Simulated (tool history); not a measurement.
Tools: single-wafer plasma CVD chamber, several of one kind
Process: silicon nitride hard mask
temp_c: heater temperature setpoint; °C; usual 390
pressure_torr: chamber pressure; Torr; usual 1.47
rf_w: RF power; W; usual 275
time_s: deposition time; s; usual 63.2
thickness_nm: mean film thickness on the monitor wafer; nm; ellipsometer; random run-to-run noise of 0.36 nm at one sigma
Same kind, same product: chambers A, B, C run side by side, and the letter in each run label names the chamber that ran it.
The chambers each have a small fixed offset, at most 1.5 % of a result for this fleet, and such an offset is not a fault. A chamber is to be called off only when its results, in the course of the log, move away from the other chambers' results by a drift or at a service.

| run | hour | temp_c | pressure_torr | rf_w | time_s | hours since the last thermocouple change | hours since the last RF generator calibration | hours since the last manometer calibration | read-back reference wafer on the same gauge, thickness_nm | thickness_nm |
|---|---|---|---|---|---|---|---|---|---|---|
| 1A | 2.7 | 390 | 1.47 | 275 | 63.2 | 2096.2 | 945 | 2273.4 | 79.815 | 66.4 |
| 2C | 5.3 | 390 | 1.47 | 275 | 63.2 | 635 | 603.7 | 2446.3 | 79.879 | 67.793 |
| 3B | 9.6 | 390 | 1.47 | 275 | 63.2 | 628.5 | 354.1 | 222.6 | 80.024 | 67.356 |
| 4A | 12.5 | 390 | 1.47 | 275 | 63.2 | 2106 | 954.8 | 2283.2 | 80.116 | 67.082 |
| 5C | 17.5 | 390 | 1.47 | 275 | 63.2 | 647.2 | 615.9 | 2458.5 | 80.033 | 67.043 |
| 6B | 21.1 | 390 | 1.47 | 275 | 63.2 | 640 | 365.6 | 234.1 | 79.984 | 67.593 |
| 7C | 25.2 | 390 | 1.47 | 275 | 63.2 | 654.9 | 623.6 | 2466.2 | 80.093 | 67.246 |
| 8A | 28.7 | 390 | 1.47 | 275 | 63.2 | 2122.2 | 971 | 2299.4 | 80.031 | 67.272 |
| 9B | 33.6 | 390 | 1.47 | 275 | 63.2 | 652.5 | 378.1 | 246.6 | 80.095 | 67.595 |
| 10A | 38.2 | 390 | 1.47 | 275 | 63.2 | 2131.7 | 980.5 | 2308.9 | 80.022 | 66.576 |
| 11B | 42 | 390 | 1.47 | 275 | 63.2 | 660.9 | 386.5 | 255 | 80.072 | 67.89 |
| 12C | 45.9 | 390 | 1.47 | 275 | 63.2 | 675.6 | 644.3 | 2486.9 | 79.949 | 66.87 |
| 13A | 50.4 | 390 | 1.47 | 275 | 63.2 | 2143.9 | 992.7 | 2321.1 | 79.926 | 66.432 |
| 14C | 53.1 | 390 | 1.47 | 275 | 63.2 | 682.8 | 651.5 | 2494.1 | 79.921 | 67.77 |
| 15B | 56.3 | 390 | 1.47 | 275 | 63.2 | 675.2 | 400.8 | 269.3 | 80.02 | 67.997 |
| 16A | 60.9 | 390 | 1.47 | 275 | 63.2 | 2154.4 | 1003.2 | 2331.6 | 79.925 | 65.98 |
| 17B | 63.4 | 390 | 1.47 | 275 | 63.2 | 682.3 | 407.9 | 276.4 | 79.955 | 67.621 |
| 18C | 67.4 | 390 | 1.47 | 275 | 63.2 | 697.1 | 665.8 | 2508.4 | 79.924 | 67.178 |
| 19B | 72.2 | 390 | 1.47 | 275 | 63.2 | 691.1 | 416.7 | 285.2 | 79.986 | 67.272 |
| 20A | 74.6 | 390 | 1.47 | 275 | 63.2 | 2168.1 | 1016.9 | 2345.3 | 80.038 | 66.853 |
| 21C | 79.4 | 390 | 1.47 | 275 | 63.2 | 709.1 | 677.8 | 2520.4 | 79.942 | 67.567 |
| 22B | 82.5 | 390 | 1.47 | 275 | 63.2 | 701.4 | 427 | 295.5 | 79.964 | 67.572 |
| 23C | 86.6 | 390 | 1.47 | 275 | 63.2 | 716.3 | 685 | 2527.6 | 80.034 | 67.558 |
| 24A | 90.7 | 390 | 1.47 | 275 | 63.2 | 2184.2 | 1033 | 2361.4 | 79.947 | 66.856 |
| 25C | 93.8 | 390 | 1.47 | 275 | 63.2 | 723.5 | 692.2 | 2534.8 | 80.085 | 67.228 |
| 26A | 96.7 | 390 | 1.47 | 275 | 63.2 | 2190.2 | 1039 | 2367.4 | 79.958 | 66.445 |
| 27B | 101.1 | 390 | 1.47 | 275 | 63.2 | 720 | 445.6 | 314.1 | 80.05 | 67.502 |
| 28B | 104.6 | 390 | 1.47 | 275 | 63.2 | 723.5 | 449.1 | 317.6 | 79.954 | 67.456 |
| 29A | 108 | 390 | 1.47 | 275 | 63.2 | 2201.5 | 1050.3 | 2378.7 | 80.042 | 66.955 |
| 30C | 113 | 390 | 1.47 | 275 | 63.2 | 742.7 | 711.4 | 2554 | 80.134 | 67.361 |
| 31A | 117.2 | 390 | 1.47 | 275 | 63.2 | 2210.7 | 1059.5 | 2387.9 | 79.961 | 66.787 |
| 32B | 121.1 | 390 | 1.75 | 275 | 63.2 | 740 | 465.6 | 334.1 | 80.081 | 71.396 |
| 33C | 123.8 | 390 | 1.75 | 275 | 63.2 | 753.5 | 722.2 | 2564.8 | 79.95 | 70.871 |
| 34C | 126.6 | 390 | 1.75 | 275 | 63.2 | 756.3 | 725 | 2567.6 | 79.987 | 71.328 |
| 35A | 129.3 | 390 | 1.47 | 250 | 54.8 | 2222.8 | 1071.6 | 2400 | 80.072 | 53.581 |
| 36B | 133.3 | 390 | 1.47 | 250 | 54.8 | 752.2 | 477.8 | 346.3 | 79.987 | 54.994 |
| 37A | 137.1 | 390 | 1.47 | 250 | 54.8 | 2230.6 | 1079.4 | 2407.8 | 80.017 | 53.723 |
| 38C | 139.6 | 390 | 1.47 | 275 | 63.2 | 769.3 | 738 | 2580.6 | 80.142 | 67.443 |
| 39B | 142.6 | 390 | 1.47 | 275 | 63.2 | 761.5 | 487.1 | 355.6 | 79.911 | 67.517 |
| 40B | 147.3 | 390 | 1.47 | 275 | 63.2 | 766.2 | 491.8 | 360.3 | 80.078 | 67.971 |

Each of the 3 chambers runs these same settings next. Fill in every chamber's results:
| 41A | 150.9 | 390 | 1.47 | 275 | 53.5 |  |  |  |  | ? |
| 41B | 150.9 | 390 | 1.47 | 275 | 53.5 |  |  |  |  | ? |
| 41C | 150.9 | 390 | 1.47 | 275 | 53.5 |  |  |  |  | ? |

| run | thickness_nm |
|---|---|
| 41A | 56.156 |
| 41B | 57.486 |
| 41C | 57.194 |

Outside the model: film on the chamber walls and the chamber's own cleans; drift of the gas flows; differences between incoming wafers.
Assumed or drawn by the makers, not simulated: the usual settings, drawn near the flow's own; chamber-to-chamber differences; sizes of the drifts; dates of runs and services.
